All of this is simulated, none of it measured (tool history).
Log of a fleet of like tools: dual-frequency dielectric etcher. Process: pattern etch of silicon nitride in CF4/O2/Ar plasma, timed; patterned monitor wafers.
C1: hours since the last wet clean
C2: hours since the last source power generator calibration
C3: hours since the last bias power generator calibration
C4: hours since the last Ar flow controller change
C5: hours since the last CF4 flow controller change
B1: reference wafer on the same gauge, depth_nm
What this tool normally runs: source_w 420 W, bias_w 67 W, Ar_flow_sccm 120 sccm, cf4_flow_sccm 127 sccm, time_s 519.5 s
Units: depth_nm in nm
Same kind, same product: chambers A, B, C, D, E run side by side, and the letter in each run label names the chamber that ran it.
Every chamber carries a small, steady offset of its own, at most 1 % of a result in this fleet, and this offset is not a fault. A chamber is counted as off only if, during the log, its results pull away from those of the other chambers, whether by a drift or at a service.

At hour 6.9: chamber B: wet clean of the chamber.
Run 1E, hour 12.8: usual settings; C1 123.9; C2 2003.7; C3 1365.1; C4 749; C5 229.9; B1 907.09. Result: depth_nm 951.18 nm.
Run 2B, hour 26.2: usual settings; C1 19.3; C2 1284.1; C3 986.3; C4 100.7; C5 1617; B1 907.31. Result: depth_nm 960.33 nm.
Run 3C, hour 36.5: usual settings; C1 193.3; C2 2850.5; C3 1005.4; C4 255.8; C5 1750.3; B1 907.63. Result: depth_nm 952.92 nm.
Run 4A, hour 48.5: usual settings; C1 276.9; C2 2554.6; C3 1729.5; C4 204.7; C5 2185.9; B1 907.5. Result: depth_nm 950.09 nm.
Run 5D, hour 63.7: usual settings; C1 149.4; C2 4507.2; C3 3232.7; C4 3302.6; C5 1507.2; B1 907.89. Result: depth_nm 959.8 nm.
Run 6C, hour 71.8: usual settings; C1 228.6; C2 2885.8; C3 1040.7; C4 291.1; C5 1785.6; B1 908.13. Result: depth_nm 950.25 nm.
Run 7A, hour 82.4: usual settings but bias_w 53 W, Ar_flow_sccm 102 sccm; C1 310.8; C2 2588.5; C3 1763.4; C4 238.6; C5 2219.8; B1 908.2. Result: depth_nm 881.41 nm.
Run 8D, hour 90.5: usual settings but bias_w 53 W, Ar_flow_sccm 102 sccm; C1 176.2; C2 4534; C3 3259.5; C4 3329.4; C5 1534; B1 908.02. Result: depth_nm 892.61 nm.
Run 9B, hour 98.8: usual settings but bias_w 53 W, Ar_flow_sccm 102 sccm; C1 91.9; C2 1356.7; C3 1058.9; C4 173.3; C5 1689.6; B1 908.06. Result: depth_nm 888.01 nm.
Run 10E, hour 105.5: usual settings but bias_w 53 W, Ar_flow_sccm 102 sccm; C1 216.6; C2 2096.4; C3 1457.8; C4 841.7; C5 322.6; B1 907.91. Result: depth_nm 888.1 nm.
Run 11D, hour 113.5: usual settings but bias_w 53 W, Ar_flow_sccm 102 sccm; C1 199.2; C2 4557; C3 3282.5; C4 3352.4; C5 1557; B1 908.16. Result: depth_nm 893.2 nm.
Run 12C, hour 128.1: usual settings; C1 284.9; C2 2942.1; C3 1097; C4 347.4; C5 1841.9; B1 908.48. Result: depth_nm 952.04 nm.
Run 13B, hour 137.1: usual settings; C1 130.2; C2 1395; C3 1097.2; C4 211.6; C5 1727.9; B1 908.91. Result: depth_nm 960.3 nm.
At hour 138: chamber E: bias power generator calibrated.
Run 14E, hour 146.8: usual settings; C1 257.9; C2 2137.7; C3 8.8; C4 883; C5 363.9; B1 908.87. Result: depth_nm 956.03 nm.
Run 15A, hour 154.2: usual settings; C1 382.6; C2 2660.3; C3 1835.2; C4 310.4; C5 2291.6; B1 908.39. Result: depth_nm 946.84 nm.
Run 16E, hour 161.5: usual settings; C1 272.6; C2 2152.4; C3 23.5; C4 897.7; C5 378.6; B1 909.02. Result: depth_nm 955.81 nm.
Run 17D, hour 176.3: usual settings; C1 262; C2 4619.8; C3 3345.3; C4 3415.2; C5 1619.8; B1 909.34. Result: depth_nm 963.05 nm.
Run 18B, hour 183.1: usual settings; C1 176.2; C2 1441; C3 1143.2; C4 257.6; C5 1773.9; B1 909.56. Result: depth_nm 958.17 nm.
Run 19A, hour 192.3: usual settings; C1 420.7; C2 2698.4; C3 1873.3; C4 348.5; C5 2329.7; B1 909.11. Result: depth_nm 950.11 nm.
At hour 196: chamber A: CF4 flow controller replaced.
Run 20C, hour 201.1: usual settings; C1 357.9; C2 3015.1; C3 1170; C4 420.4; C5 1914.9; B1 909.36. Result: depth_nm 956.92 nm.
Run 21D, hour 208.6: usual settings; C1 294.3; C2 4652.1; C3 3377.6; C4 3447.5; C5 1652.1; B1 909.4. Result: depth_nm 963.29 nm.
Run 22B, hour 216.3: usual settings; C1 209.4; C2 1474.2; C3 1176.4; C4 290.8; C5 1807.1; B1 909.4. Result: depth_nm 956.94 nm.
Run 23E, hour 227.4: usual settings; C1 338.5; C2 2218.3; C3 89.4; C4 963.6; C5 444.5; B1 909.42. Result: depth_nm 955.1 nm.
Run 24A, hour 242.5: usual settings; C1 470.9; C2 2748.6; C3 1923.5; C4 398.7; C5 46.6; B1 909.89. Result: depth_nm 951.09 nm.
Run 25C, hour 254.1: usual settings; C1 410.9; C2 3068.1; C3 1223; C4 473.4; C5 1967.9; B1 909.79. Result: depth_nm 953.28 nm.
Run 26B, hour 261.8: usual settings; C1 254.9; C2 1519.7; C3 1221.9; C4 336.3; C5 1852.6; B1 910.02. Result: depth_nm 961.11 nm.
Run 27A, hour 270.2: usual settings; C1 498.6; C2 2776.3; C3 1951.2; C4 426.4; C5 74.3; B1 910.14. Result: depth_nm 952.26 nm.
Run 28E, hour 284.8: usual settings; C1 395.9; C2 2275.7; C3 146.8; C4 1021; C5 501.9; B1 910.08. Result: depth_nm 955.89 nm.
At hour 294.3: chamber E: wet clean of the chamber.
Run 29C, hour 299.7: usual settings; C1 456.5; C2 3113.7; C3 1268.6; C4 519; C5 2013.5; B1 910.33. Result: depth_nm 956.43 nm.
Run 30D, hour 312.6: usual settings; C1 398.3; C2 4756.1; C3 3481.6; C4 3551.5; C5 1756.1; B1 910.62. Result: depth_nm 963.13 nm.
Run 31C, hour 326.4: usual settings; C1 483.2; C2 3140.4; C3 1295.3; C4 545.7; C5 2040.2; B1 910.83. Result: depth_nm 956.69 nm.
Run 32A, hour 337.6: usual settings but source_w 510 W, bias_w 53 W; C1 566; C2 2843.7; C3 2018.6; C4 493.8; C5 141.7; B1 910.89. Result: depth_nm 1029.8 nm.
Run 33D, hour 348.1: usual settings but source_w 510 W, bias_w 53 W; C1 433.8; C2 4791.6; C3 3517.1; C4 3587; C5 1791.6; B1 911.45. Result: depth_nm 1045.1 nm.
Run 34B, hour 359: usual settings but source_w 510 W, bias_w 53 W; C1 352.1; C2 1616.9; C3 1319.1; C4 433.5; C5 1949.8; B1 911.37. Result: depth_nm 1038.7 nm.
Run 35E, hour 367: usual settings but source_w 510 W, bias_w 53 W; C1 72.7; C2 2357.9; C3 229; C4 1103.2; C5 584.1; B1 911. Result: depth_nm 1034.6 nm.
At hour 370.4: chamber A: wet clean of the chamber.
Run 36A, hour 375: usual settings but source_w 510 W, bias_w 53 W; C1 4.6; C2 2881.1; C3 2056; C4 531.2; C5 179.1; B1 911.67. Result: depth_nm 1030 nm.
Run 37B, hour 389.3: usual settings; C1 382.4; C2 1647.2; C3 1349.4; C4 463.8; C5 1980.1; B1 911.46. Result: depth_nm 962.7 nm.
Run 38D, hour 404.3: usual settings; C1 490; C2 4847.8; C3 3573.3; C4 3643.2; C5 1847.8; B1 911.71. Result: depth_nm 963.66 nm.

Is one chamber out of step, is the gauge drifting, or do the chambers differ by no more than their own small offsets? For an off chamber, give its letter and the likeliest cause.

Gauge drift. The chambers move together only on paper, and none stands off.
What lies behind it: gauge reads high (%) = 0.545.

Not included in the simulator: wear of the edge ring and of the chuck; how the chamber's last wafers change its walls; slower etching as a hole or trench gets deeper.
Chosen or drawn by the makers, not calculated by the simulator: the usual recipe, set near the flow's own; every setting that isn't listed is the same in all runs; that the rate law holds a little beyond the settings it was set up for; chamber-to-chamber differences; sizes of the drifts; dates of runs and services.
